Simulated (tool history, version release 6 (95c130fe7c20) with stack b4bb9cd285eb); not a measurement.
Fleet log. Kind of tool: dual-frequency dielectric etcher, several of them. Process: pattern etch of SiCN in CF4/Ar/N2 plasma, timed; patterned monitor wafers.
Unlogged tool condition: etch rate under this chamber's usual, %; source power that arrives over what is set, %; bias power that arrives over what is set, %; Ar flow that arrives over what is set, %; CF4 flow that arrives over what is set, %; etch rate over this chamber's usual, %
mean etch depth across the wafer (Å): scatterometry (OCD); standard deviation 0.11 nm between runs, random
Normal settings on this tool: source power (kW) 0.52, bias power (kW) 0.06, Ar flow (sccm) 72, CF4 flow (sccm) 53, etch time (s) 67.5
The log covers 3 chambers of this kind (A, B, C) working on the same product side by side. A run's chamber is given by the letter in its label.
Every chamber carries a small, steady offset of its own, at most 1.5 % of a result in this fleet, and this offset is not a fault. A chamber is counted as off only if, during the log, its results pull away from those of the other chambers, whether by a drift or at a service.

run   hour  source power (kW)  bias power (kW)  Ar flow (sccm)  CF4 flow (sccm)  etch time (s)  hours since the last wet clean  hours since the last source power generator calibration  hours since the last bias power generator calibration  hours since the last Ar flow controller change  hours since the last CF4 flow controller change  read-back reference wafer on the same gauge, depth_nm  mean etch depth across the wafer (Å)
       5.6  -- chamber C: wet clean of the chamber
 1C   10.1               0.52             0.06              72               53           67.5                             4.5                                                    893.1                                                  360.2                                           833.5                                           2092.5                                                 63.767                                618.03
 2A   20.5               0.52             0.06              72               53           67.5                           369.2                                                   2575.3                                                 1696.8                                          3398.7                                             69.3                                                 63.776                                623.52
 3B   27.9               0.52             0.06              72               53           67.5                           134.8                                                    716.9                                                   2016                                          1400.7                                             80.9                                                 63.747                                624.84
 4A   38.4               0.52             0.06              72               53           67.5                           387.1                                                   2593.2                                                 1714.7                                          3416.6                                             87.2                                                 63.715                                625.45
 5C   44.4               0.52             0.06              72               53           67.5                            38.8                                                    927.4                                                  394.5                                           867.8                                           2126.8                                                 63.723                                616.61
 6B   52.2               0.52             0.06              72               53           67.5                           159.1                                                    741.2                                                 2040.3                                            1425                                            105.2                                                 63.735                                623.91
 7B     60               0.52             0.06              72               53           67.5                           166.9                                                      749                                                 2048.1                                          1432.8                                              113                                                 63.714                                625.79
 8C   70.3               0.52             0.06              72               53           67.5                            64.7                                                    953.3                                                  420.4                                           893.7                                           2152.7                                                 63.697                                615.04
 9A     76               0.52             0.06              72               53           67.5                           424.7                                                   2630.8                                                 1752.3                                          3454.2                                            124.8                                                 63.711                                624.08
10A   82.3               0.52             0.06              72               53           67.5                             431                                                   2637.1                                                 1758.6                                          3460.5                                            131.1                                                 63.696                                622.46
11C   93.2               0.52             0.06              72               53           67.5                            87.6                                                    976.2                                                  443.3                                           916.6                                           2175.6                                                 63.669                                615.88
12B  103.2               0.52             0.06              72               53           67.5                           210.1                                                    792.2                                                 2091.3                                            1476                                            156.2                                                 63.636                                623.72
13A  108.5               0.52             0.06              72               53           67.5                           457.2                                                   2663.3                                                 1784.8                                          3486.7                                            157.3                                                  63.66                                 623.9
14B  113.6               0.52             0.06              72               53           67.5                           220.5                                                    802.6                                                 2101.7                                          1486.4                                            166.6                                                 63.615                                624.48
15C  120.5               0.52             0.06              72               53           67.5                           114.9                                                   1003.5                                                  470.6                                           943.9                                           2202.9                                                 63.633                                616.07
16C  128.3               0.52             0.06              72               53           67.5                           122.7                                                   1011.3                                                  478.4                                           951.7                                           2210.7                                                 63.633                                614.33
     129.9  -- chamber A: wet clean of the chamber
17A    135               0.52             0.06              72               53           67.5                             5.2                                                   2689.8                                                 1811.3                                          3513.2                                            183.8                                                 63.585                                624.01
18B  146.4               0.52             0.06              72               53           67.5                           253.3                                                    835.4                                                 2134.5                                          1519.2                                            199.4                                                 63.587                                624.41
19B  154.9               0.52             0.06              72               41           67.5                           261.8                                                    843.9                                                   2143                                          1527.7                                            207.9                                                 63.601                                596.94
20A  162.2               0.52             0.06              72               41           67.5                            32.4                                                     2717                                                 1838.5                                          3540.4                                              211                                                 63.557                                598.57
21C  170.2               0.52             0.06              72               41           67.5                           164.6                                                   1053.2                                                  520.3                                           993.6                                           2252.6                                                 63.536                                589.78
22B  178.8               0.52             0.06              72               53           67.5                           285.7                                                    867.8                                                 2166.9                                          1551.6                                            231.8                                                 63.541                                623.51
     188.9  -- chamber A: source power generator calibrated
23A    189               0.52             0.06              72               53           67.5                            59.2                                                      0.2                                                 1865.3                                          3567.2                                            237.8                                                 63.508                                623.88
24C  196.7               0.52             0.06              72               53           67.5                           191.1                                                   1079.7                                                  546.8                                          1020.1                                           2279.1                                                 63.516                                613.78
     197.2  -- chamber B: Ar flow controller replaced
25C  205.8               0.52             0.06              58               53           67.5                           200.2                                                   1088.8                                                  555.9                                          1029.2                                           2288.2                                                 63.493                                635.62
26A  216.8               0.52             0.06              58               53           67.5                              87                                                       28                                                 1893.1                                            3595                                            265.6                                                 63.467                                646.49
27B  227.8               0.52             0.06              58               53           67.5                           334.7                                                    916.8                                                 2215.9                                            30.7                                            280.8                                                 63.442                                643.71
28A  237.2               0.52             0.06              72               53           67.5                           107.4                                                     48.4                                                 1913.5                                          3615.4                                              286                                                 63.469                                622.39
29C  247.7               0.52             0.06              72               53           67.5                           242.1                                                   1130.7                                                  597.8                                          1071.1                                           2330.1                                                 63.429                                615.42
30B  258.4               0.52             0.06              72               53           67.5                           365.3                                                    947.4                                                 2246.5                                            61.3                                            311.4                                                 63.427                                620.47
31C  266.1               0.61             0.06              72               53           67.5                           260.5                                                   1149.1                                                  616.2                                          1089.5                                           2348.5                                                 63.399                                705.41
32B    277               0.61             0.06              72               53           67.5                           383.9                                                      966                                                 2265.1                                            79.9                                              330                                                 63.366                                 715.3
33A  283.7               0.61             0.06              72               53           67.5                           153.9                                                     94.9                                                   1960                                          3661.9                                            332.5                                                 63.375                                714.71
34C  290.9               0.52             0.06              72               53           67.5                           285.3                                                   1173.9                                                    641                                          1114.3                                           2373.3                                                 63.381                                 610.7

All chambers now run identical settings, listed one chamber a line with results as question marks. What results will each chamber show?
35A  299.1               0.48             0.06              72               53           67.5                                                                                                                                                                                                                                                                                                                                             ?
35B  299.1               0.48             0.06              72               53           67.5                                                                                                                                                                                                                                                                                                                                             ?
35C  299.1               0.48             0.06              72               53           67.5                                                                                                                                                                                                                                                                                                                                             ?

run  mean etch depth across the wafer (Å)
35A                                 579.4
35B                                 579.8
35C                                571.28

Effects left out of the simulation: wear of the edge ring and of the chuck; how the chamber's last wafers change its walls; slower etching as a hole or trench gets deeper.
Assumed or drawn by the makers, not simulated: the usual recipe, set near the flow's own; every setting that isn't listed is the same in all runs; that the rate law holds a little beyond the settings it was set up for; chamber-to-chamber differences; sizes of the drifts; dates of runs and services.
